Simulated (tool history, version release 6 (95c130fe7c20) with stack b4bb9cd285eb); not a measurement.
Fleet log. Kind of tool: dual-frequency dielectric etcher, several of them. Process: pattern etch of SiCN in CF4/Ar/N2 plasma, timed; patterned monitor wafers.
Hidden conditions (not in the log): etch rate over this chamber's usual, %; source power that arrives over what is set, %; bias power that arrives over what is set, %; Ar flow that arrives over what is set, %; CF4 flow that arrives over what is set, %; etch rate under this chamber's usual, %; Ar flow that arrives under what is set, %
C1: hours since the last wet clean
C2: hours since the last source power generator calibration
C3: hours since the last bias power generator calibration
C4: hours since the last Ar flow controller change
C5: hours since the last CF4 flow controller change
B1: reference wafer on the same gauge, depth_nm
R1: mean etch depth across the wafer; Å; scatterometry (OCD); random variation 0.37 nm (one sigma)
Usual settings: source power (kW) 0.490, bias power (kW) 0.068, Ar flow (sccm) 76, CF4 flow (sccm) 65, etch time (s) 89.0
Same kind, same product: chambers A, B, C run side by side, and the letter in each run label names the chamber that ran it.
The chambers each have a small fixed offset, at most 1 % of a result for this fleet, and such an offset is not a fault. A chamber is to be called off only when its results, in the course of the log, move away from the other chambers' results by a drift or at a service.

Run 1C, hour 12.4: usual settings; C1 575.4; C2 1464.3; C3 959.8; C4 4185.1; C5 52.5; B1 69.884. Result: R1 836.39 Å.
Run 2B, hour 19.4: usual settings; C1 340.0; C2 1351.4; C3 3862.1; C4 2966.6; C5 1533.5; B1 69.808. Result: R1 838.13 Å.
Run 3A, hour 28.3: usual settings; C1 157.8; C2 305.8; C3 1327.8; C4 1830.0; C5 2370.2; B1 69.936. Result: R1 836.78 Å.
Run 4C, hour 41.4: usual settings; C1 604.4; C2 1493.3; C3 988.8; C4 4214.1; C5 81.5; B1 69.963. Result: R1 839.82 Å.
At hour 43.8: chamber C: wet clean of the chamber.
Run 5A, hour 49.1: usual settings; C1 178.6; C2 326.6; C3 1348.6; C4 1850.8; C5 2391.0; B1 69.783. Result: R1 837.99 Å.
Run 6B, hour 63.6: usual settings; C1 384.2; C2 1395.6; C3 3906.3; C4 3010.8; C5 1577.7; B1 69.888. Result: R1 827.34 Å.
Run 7A, hour 73.1: usual settings; C1 202.6; C2 350.6; C3 1372.6; C4 1874.8; C5 2415.0; B1 69.908. Result: R1 840.19 Å.
Run 8B, hour 82.7: usual settings; C1 403.3; C2 1414.7; C3 3925.4; C4 3029.9; C5 1596.8; B1 69.883. Result: R1 834.81 Å.
Run 9C, hour 90.7: usual settings; C1 46.9; C2 1542.6; C3 1038.1; C4 4263.4; C5 130.8; B1 69.870. Result: R1 837.00 Å.
Run 10B, hour 97.8: usual settings but source power (kW) 0.440, etch time (s) 75.5; C1 418.4; C2 1429.8; C3 3940.5; C4 3045.0; C5 1611.9; B1 69.837. Result: R1 645.26 Å.
Run 11A, hour 109.3: usual settings but source power (kW) 0.440, etch time (s) 75.5; C1 238.8; C2 386.8; C3 1408.8; C4 1911.0; C5 2451.2; B1 69.908. Result: R1 642.79 Å.
Run 12C, hour 118.9: usual settings but source power (kW) 0.440, etch time (s) 75.5; C1 75.1; C2 1570.8; C3 1066.3; C4 4291.6; C5 159.0; B1 69.965. Result: R1 650.04 Å.
Run 13A, hour 126.5: usual settings; C1 256.0; C2 404.0; C3 1426.0; C4 1928.2; C5 2468.4; B1 69.857. Result: R1 835.65 Å.
Run 14C, hour 140.4: usual settings; C1 96.6; C2 1592.3; C3 1087.8; C4 4313.1; C5 180.5; B1 69.894. Result: R1 842.34 Å.
Run 15B, hour 149.1: usual settings; C1 469.7; C2 1481.1; C3 3991.8; C4 3096.3; C5 1663.2; B1 69.870. Result: R1 830.87 Å.
Run 16B, hour 163.4: usual settings; C1 484.0; C2 1495.4; C3 4006.1; C4 3110.6; C5 1677.5; B1 70.000. Result: R1 830.52 Å.
Run 17A, hour 174.9: usual settings; C1 304.4; C2 452.4; C3 1474.4; C4 1976.6; C5 2516.8; B1 69.793. Result: R1 840.12 Å.
Run 18C, hour 185.3: usual settings but source power (kW) 0.390; C1 141.5; C2 1637.2; C3 1132.7; C4 4358.0; C5 225.4; B1 69.815. Result: R1 687.44 Å.
Run 19C, hour 197.2: usual settings but source power (kW) 0.390; C1 153.4; C2 1649.1; C3 1144.6; C4 4369.9; C5 237.3; B1 69.854. Result: R1 685.02 Å.
Run 20B, hour 208.7: usual settings but source power (kW) 0.390; C1 529.3; C2 1540.7; C3 4051.4; C4 3155.9; C5 1722.8; B1 69.891. Result: R1 669.79 Å.
Run 21A, hour 222.2: usual settings; C1 351.7; C2 499.7; C3 1521.7; C4 2023.9; C5 2564.1; B1 69.851. Result: R1 838.95 Å.
Run 22B, hour 235.5: usual settings; C1 556.1; C2 1567.5; C3 4078.2; C4 3182.7; C5 1749.6; B1 69.900. Result: R1 811.05 Å.
Run 23C, hour 250.0: usual settings; C1 206.2; C2 1701.9; C3 1197.4; C4 4422.7; C5 290.1; B1 69.895. Result: R1 840.97 Å.
At hour 259.8: chamber C: Ar flow controller replaced.
Run 24A, hour 263.5: usual settings; C1 393.0; C2 541.0; C3 1563.0; C4 2065.2; C5 2605.4; B1 69.841. Result: R1 837.81 Å.
Run 25B, hour 274.7: usual settings; C1 595.3; C2 1606.7; C3 4117.4; C4 3221.9; C5 1788.8; B1 69.916. Result: R1 806.41 Å.
Run 26A, hour 286.5: usual settings; C1 416.0; C2 564.0; C3 1586.0; C4 2088.2; C5 2628.4; B1 69.875. Result: R1 842.42 Å.
Run 27C, hour 299.6: usual settings; C1 255.8; C2 1751.5; C3 1247.0; C4 39.9; C5 339.7; B1 69.827. Result: R1 846.31 Å.
Run 28B, hour 308.2: usual settings but CF4 flow (sccm) 51; C1 628.8; C2 1640.2; C3 4150.9; C4 3255.4; C5 1822.3; B1 69.893. Result: R1 774.77 Å.
Run 29A, hour 322.5: usual settings but CF4 flow (sccm) 51; C1 452.0; C2 600.0; C3 1622.0; C4 2124.2; C5 2664.4; B1 69.984. Result: R1 809.75 Å.
Run 30C, hour 330.3: usual settings but CF4 flow (sccm) 51; C1 286.5; C2 1782.2; C3 1277.7; C4 70.6; C5 370.4; B1 69.874. Result: R1 804.59 Å.
Run 31C, hour 338.0: usual settings; C1 294.2; C2 1789.9; C3 1285.4; C4 78.3; C5 378.1; B1 69.937. Result: R1 843.00 Å.

Predict what each chamber gives when all 3 of them run the settings below next.
Run 32A, hour 348.4: usual settings but CF4 flow (sccm) 51. Result: R1 ?.
Run 32B, hour 348.4: usual settings but CF4 flow (sccm) 51. Result: R1 ?.
Run 32C, hour 348.4: usual settings but CF4 flow (sccm) 51. Result: R1 ?.

run      R1
32A  813.18
32B  761.57
32C  806.26
